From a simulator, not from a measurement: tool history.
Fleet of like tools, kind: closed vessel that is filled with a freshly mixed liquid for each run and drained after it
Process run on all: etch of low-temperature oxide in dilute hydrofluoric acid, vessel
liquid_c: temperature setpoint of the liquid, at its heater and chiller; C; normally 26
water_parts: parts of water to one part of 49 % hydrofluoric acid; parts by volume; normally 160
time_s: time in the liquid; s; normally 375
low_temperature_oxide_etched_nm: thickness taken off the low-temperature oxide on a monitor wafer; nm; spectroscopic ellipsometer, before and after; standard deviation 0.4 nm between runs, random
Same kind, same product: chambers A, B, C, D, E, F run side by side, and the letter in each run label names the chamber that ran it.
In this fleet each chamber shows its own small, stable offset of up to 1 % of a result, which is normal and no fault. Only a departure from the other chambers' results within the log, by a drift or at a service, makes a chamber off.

run   hour  liquid_c  water_parts  time_s  hours since the thermometer was replaced  hours since the hydrofluoric acid flow meter was replaced  read-back film thickness of the low-temperature oxide reference wafer, read on the same gauge (nm)  low_temperature_oxide_etched_nm
 1C    6.5        26          160     375                                      94.4                                                      646.1                                                                                              70.028                           40.966
 2E   15.1        26          160     375                                     335.3                                                      495.7                                                                                              69.997                           39.696
 3F   25.1        26          160     375                                    1806.7                                                      166.1                                                                                              69.979                           40.449
 4D   32.5        26          160     375                                     599.9                                                      581.2                                                                                              70.045                           40.944
 5B   43.7        26          160     375                                    1656.1                                                      931.2                                                                                              69.993                           41.178
 6A   51.6        26          160     375                                    1358.6                                                     1208.7                                                                                              70.032                           40.743
 7B   58.7        26          100     375                                    1671.1                                                      946.2                                                                                              69.976                           71.604
 8F   67.8        26          100     375                                    1849.4                                                      208.8                                                                                                  70                           70.953
      70.1  -- chamber F: thermometer replaced
 9E     74        26          100     375                                     394.2                                                      554.6                                                                                              69.991                           69.268
      77.9  -- chamber A: thermometer replaced
10D   84.9        26          100     375                                     652.3                                                      633.6                                                                                              69.995                           69.465
11A     96        26          100     375                                      18.1                                                     1253.1                                                                                              69.958                            67.72
12C  106.6        26          100     375                                     194.5                                                      746.2                                                                                              69.984                           70.177
13C  115.1        26          160     375                                       203                                                      754.7                                                                                              69.992                           40.328
14A  126.3        26          160     375                                      48.4                                                     1283.4                                                                                              69.987                           40.331
15E  133.2        26          160     375                                     453.4                                                      613.8                                                                                              69.999                           40.098
16D  143.3        26          120     175                                     710.7                                                        692                                                                                              69.995                           26.805
17F  151.8        26          120     175                                      81.7                                                      292.8                                                                                              69.998                            26.49
18B  161.9        26          120     175                                    1774.3                                                     1049.4                                                                                              70.022                           26.866
19B  168.1        26          120     175                                    1780.5                                                     1055.6                                                                                                  70                           26.258
20C  178.9        26          120     175                                     266.8                                                      818.5                                                                                              69.986                           26.383
21E  184.8        26          120     175                                       505                                                      665.4                                                                                              70.007                           25.423
22F  195.4        26          160     375                                     125.3                                                      336.4                                                                                              69.985                           41.108
23D  206.4        26          160     375                                     773.8                                                      755.1                                                                                              70.014                           40.883
     212.6  -- chamber B: hydrofluoric acid flow meter replaced
24A    215        26          160     375                                     137.1                                                     1372.1                                                                                              69.959                           40.776
25F  225.9        26          160     375                                     155.8                                                      366.9                                                                                              69.958                           40.635
26A  233.5        26          160     375                                     155.6                                                     1390.6                                                                                              70.004                            40.53
27B  242.9        26          160     375                                    1855.3                                                       30.4                                                                                              70.008                           40.796
28C  251.3      27.5          160     375                                     339.2                                                      890.9                                                                                              70.044                            43.65
     255.4  -- chamber A: hydrofluoric acid flow meter replaced
29D  258.1      27.5          160     375                                     825.5                                                      806.8                                                                                              70.045                           43.062
30E  265.7      27.5          160     375                                     585.9                                                      746.3                                                                                              69.958                           39.591
31B  274.6      27.5          160     375                                      1887                                                       62.1                                                                                               69.98                           43.223
32E  285.3      27.5          160     375                                     605.5                                                      765.9                                                                                              69.998                           39.934
33A  295.5      27.5          160     375                                     217.6                                                       40.1                                                                                              69.974                            43.06
34C  303.7        26          160     375                                     391.6                                                      943.3                                                                                              70.009                           40.804
35F  314.3        26          160     375                                     244.2                                                      455.3                                                                                              70.004                           40.596
36D    321        26          160     375                                     888.4                                                      869.7                                                                                              69.946                           40.463
37A  328.3        26          160     230                                     250.4                                                       72.9                                                                                              69.998                           25.031
38D  335.2        26          160     230                                     902.6                                                      883.9                                                                                              69.978                           24.969
39B  343.8        26          160     230                                    1956.2                                                      131.3                                                                                              70.034                           25.133
40C  350.2        26          160     230                                     438.1                                                      989.8                                                                                              69.984                           25.235

Next, all 6 chambers run the settings below, one line each with question marks for the results. What does each chamber give?
41A  358.3        26          160     375                                                                                                                                                                                                                                         ?
41B  358.3        26          160     375                                                                                                                                                                                                                                         ?
41C  358.3        26          160     375                                                                                                                                                                                                                                         ?
41D  358.3        26          160     375                                                                                                                                                                                                                                         ?
41E  358.3        26          160     375                                                                                                                                                                                                                                         ?
41F  358.3        26          160     375                                                                                                                                                                                                                                         ?

run  low_temperature_oxide_etched_nm
41A                           40.505
41B                           41.374
41C                           40.967
41D                            41.19
41E                           36.579
41F                           40.895

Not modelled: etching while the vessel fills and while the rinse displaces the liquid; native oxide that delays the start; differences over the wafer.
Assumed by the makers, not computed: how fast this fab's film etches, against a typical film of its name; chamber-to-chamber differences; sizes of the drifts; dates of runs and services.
